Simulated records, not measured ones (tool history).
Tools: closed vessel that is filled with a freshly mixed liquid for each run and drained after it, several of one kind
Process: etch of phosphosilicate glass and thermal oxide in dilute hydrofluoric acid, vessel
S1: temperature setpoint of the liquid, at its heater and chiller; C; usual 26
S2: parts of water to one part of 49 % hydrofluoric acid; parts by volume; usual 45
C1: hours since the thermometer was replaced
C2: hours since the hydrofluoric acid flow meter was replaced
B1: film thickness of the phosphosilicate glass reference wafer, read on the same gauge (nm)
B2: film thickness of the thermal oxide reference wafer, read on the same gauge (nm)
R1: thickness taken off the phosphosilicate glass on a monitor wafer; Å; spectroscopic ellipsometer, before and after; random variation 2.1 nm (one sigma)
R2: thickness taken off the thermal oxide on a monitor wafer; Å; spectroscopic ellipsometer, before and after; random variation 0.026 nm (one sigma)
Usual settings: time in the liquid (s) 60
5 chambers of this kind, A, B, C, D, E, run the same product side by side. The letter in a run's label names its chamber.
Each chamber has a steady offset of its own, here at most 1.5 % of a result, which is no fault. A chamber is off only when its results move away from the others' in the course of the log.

Run 1A, hour 12: usual settings; C1 1783.4; C2 964.2; B1 60.045; B2 120.01. Result: R1 3051.6 Å, R2 74.236 Å.
Run 2B, hour 24.3: usual settings; C1 1453.8; C2 1620.1; B1 59.978; B2 120. Result: R1 3098.3 Å, R2 73.411 Å.
Run 3E, hour 30.6: usual settings; C1 624.5; C2 452.4; B1 60.017; B2 119.99. Result: R1 3094.9 Å, R2 74.356 Å.
At hour 33.2: chamber C: thermometer replaced.
Run 4D, hour 43.8: usual settings; C1 1164.4; C2 683; B1 59.998; B2 120. Result: R1 3110.9 Å, R2 73.041 Å.
Run 5C, hour 56: usual settings; C1 22.9; C2 261; B1 59.965; B2 120.03. Result: R1 3097.3 Å, R2 73.424 Å.
Run 6C, hour 63.5: usual settings; C1 30.4; C2 268.5; B1 60.008; B2 120. Result: R1 3123.7 Å, R2 73.464 Å.
Run 7A, hour 71.4: usual settings; C1 1842.8; C2 1023.6; B1 59.995; B2 120. Result: R1 3086.4 Å, R2 73.808 Å.
Run 8D, hour 83.7: usual settings but S2 25 parts by volume, time in the liquid (s) 40; C1 1204.3; C2 722.9; B1 60.03; B2 119.99. Result: R1 3811.6 Å, R2 88.279 Å.
Run 9E, hour 90.1: usual settings but S2 25 parts by volume, time in the liquid (s) 40; C1 684; C2 511.9; B1 60.032; B2 120. Result: R1 3775.4 Å, R2 90.98 Å.
At hour 93.2: chamber A: thermometer replaced.
Run 10B, hour 102.5: usual settings but S2 25 parts by volume, time in the liquid (s) 40; C1 1532; C2 1698.3; B1 60.025; B2 120. Result: R1 3796.8 Å, R2 90.254 Å.
Run 11A, hour 115.5: usual settings but S2 25 parts by volume, time in the liquid (s) 40; C1 22.4; C2 1067.7; B1 60.005; B2 120. Result: R1 3869.7 Å, R2 92.036 Å.
Run 12D, hour 121.9: usual settings but S2 25 parts by volume, time in the liquid (s) 40; C1 1242.5; C2 761.1; B1 60.018; B2 119.99. Result: R1 3830.7 Å, R2 89.093 Å.
Run 13B, hour 129.4: usual settings; C1 1558.9; C2 1725.2; B1 59.993; B2 120. Result: R1 3126.8 Å, R2 73.47 Å.
Run 14E, hour 138.6: usual settings; C1 732.5; C2 560.4; B1 60.007; B2 119.99. Result: R1 3093.4 Å, R2 73.671 Å.
Run 15C, hour 151.1: usual settings; C1 118; C2 356.1; B1 60.008; B2 120. Result: R1 3116.8 Å, R2 73.24 Å.
Run 16D, hour 163.7: usual settings but S1 23.5 C, time in the liquid (s) 80; C1 1284.3; C2 802.9; B1 59.979; B2 120. Result: R1 3767.9 Å, R2 87.061 Å.
Run 17E, hour 174.5: usual settings but S1 23.5 C, time in the liquid (s) 80; C1 768.4; C2 596.3; B1 60.006; B2 120.01. Result: R1 3733.1 Å, R2 89.136 Å.
Run 18B, hour 180.5: usual settings but S1 23.5 C, time in the liquid (s) 80; C1 1610; C2 1776.3; B1 59.998; B2 119.97. Result: R1 3679.5 Å, R2 88.19 Å.
Run 19A, hour 187.8: usual settings but S1 23.5 C, time in the liquid (s) 80; C1 94.7; C2 1140; B1 60.002; B2 120. Result: R1 3714.5 Å, R2 89.211 Å.
Run 20C, hour 196.9: usual settings but S1 23.5 C, time in the liquid (s) 80; C1 163.8; C2 401.9; B1 60.017; B2 119.99. Result: R1 3694.6 Å, R2 88.018 Å.
Run 21B, hour 208.9: usual settings; C1 1638.4; C2 1804.7; B1 59.987; B2 120.01. Result: R1 3091.7 Å, R2 73.161 Å.
Run 22C, hour 220.8: usual settings; C1 187.7; C2 425.8; B1 60.041; B2 119.98. Result: R1 3127.6 Å, R2 73.678 Å.
At hour 229.9: chamber E: hydrofluoric acid flow meter replaced.
Run 23D, hour 232.1: usual settings but S1 22 C; C1 1352.7; C2 871.3; B1 59.968; B2 119.99. Result: R1 2625.1 Å, R2 61.543 Å.
Run 24E, hour 239.3: usual settings but S1 22 C; C1 833.2; C2 9.4; B1 59.992; B2 120.03. Result: R1 2611.8 Å, R2 63.184 Å.
Run 25A, hour 249.3: usual settings but S1 22 C; C1 156.2; C2 1201.5; B1 60.015; B2 120. Result: R1 2591.8 Å, R2 62.851 Å.
Run 26D, hour 256.4: usual settings but S1 22 C; C1 1377; C2 895.6; B1 59.973; B2 120.01. Result: R1 2598 Å, R2 61.626 Å.
Run 27E, hour 265.7: usual settings but S1 22 C; C1 859.6; C2 35.8; B1 60.044; B2 119.99. Result: R1 2625.8 Å, R2 62.73 Å.
Run 28B, hour 274.7: usual settings; C1 1704.2; C2 1870.5; B1 59.99; B2 119.97. Result: R1 3133.2 Å, R2 73.335 Å.
Run 29C, hour 281.9: usual settings but S1 24.5 C, time in the liquid (s) 30; C1 248.8; C2 486.9; B1 59.984; B2 120. Result: R1 1464.3 Å, R2 34.399 Å.
Run 30A, hour 292.4: usual settings but S1 24.5 C, time in the liquid (s) 30; C1 199.3; C2 1244.6; B1 59.99; B2 120.01. Result: R1 1462.9 Å, R2 34.864 Å.
Run 31B, hour 301.7: usual settings but S1 24.5 C, time in the liquid (s) 30; C1 1731.2; C2 1897.5; B1 60.012; B2 120.02. Result: R1 1462.5 Å, R2 34.734 Å.
Run 32A, hour 310.7: usual settings but S1 24.5 C, time in the liquid (s) 30; C1 217.6; C2 1262.9; B1 60.02; B2 119.99. Result: R1 1464 Å, R2 34.916 Å.
Run 33E, hour 322.4: usual settings but S1 24.5 C, time in the liquid (s) 30; C1 916.3; C2 92.5; B1 60.011; B2 119.99. Result: R1 1435.7 Å, R2 34.882 Å.
Run 34C, hour 335.5: usual settings; C1 302.4; C2 540.5; B1 59.987; B2 120. Result: R1 3083.2 Å, R2 73.411 Å.
Run 35D, hour 344.2: usual settings; C1 1464.8; C2 983.4; B1 59.993; B2 120. Result: R1 3099.7 Å, R2 72.595 Å.
Run 36B, hour 356: usual settings but S2 55 parts by volume; C1 1785.5; C2 1951.8; B1 60.008; B2 120.01. Result: R1 2512.5 Å, R2 59.09 Å.
Run 37D, hour 364.9: usual settings but S2 55 parts by volume; C1 1485.5; C2 1004.1; B1 59.997; B2 120. Result: R1 2559.2 Å, R2 58.887 Å.
Run 38C, hour 377.2: usual settings but S2 55 parts by volume; C1 344.1; C2 582.2; B1 60.008; B2 120.01. Result: R1 2488.4 Å, R2 59.244 Å.
Run 39A, hour 390.1: usual settings but S2 55 parts by volume; C1 297; C2 1342.3; B1 60.024; B2 120. Result: R1 2495.4 Å, R2 60.009 Å.

All 5 chambers run these settings next. Forecast each chamber's results:
Run 40A, hour 399.7: usual settings. Result: R1 ?, R2 ?.
Run 40B, hour 399.7: usual settings. Result: R1 ?, R2 ?.
Run 40C, hour 399.7: usual settings. Result: R1 ?, R2 ?.
Run 40D, hour 399.7: usual settings. Result: R1 ?, R2 ?.
Run 40E, hour 399.7: usual settings. Result: R1 ?, R2 ?.

run      R1      R2
40A  3081.1  73.867
40B  3076.8  73.405
40C    3100  73.737
40D  3121.5  72.769
40E  3074.8  73.795
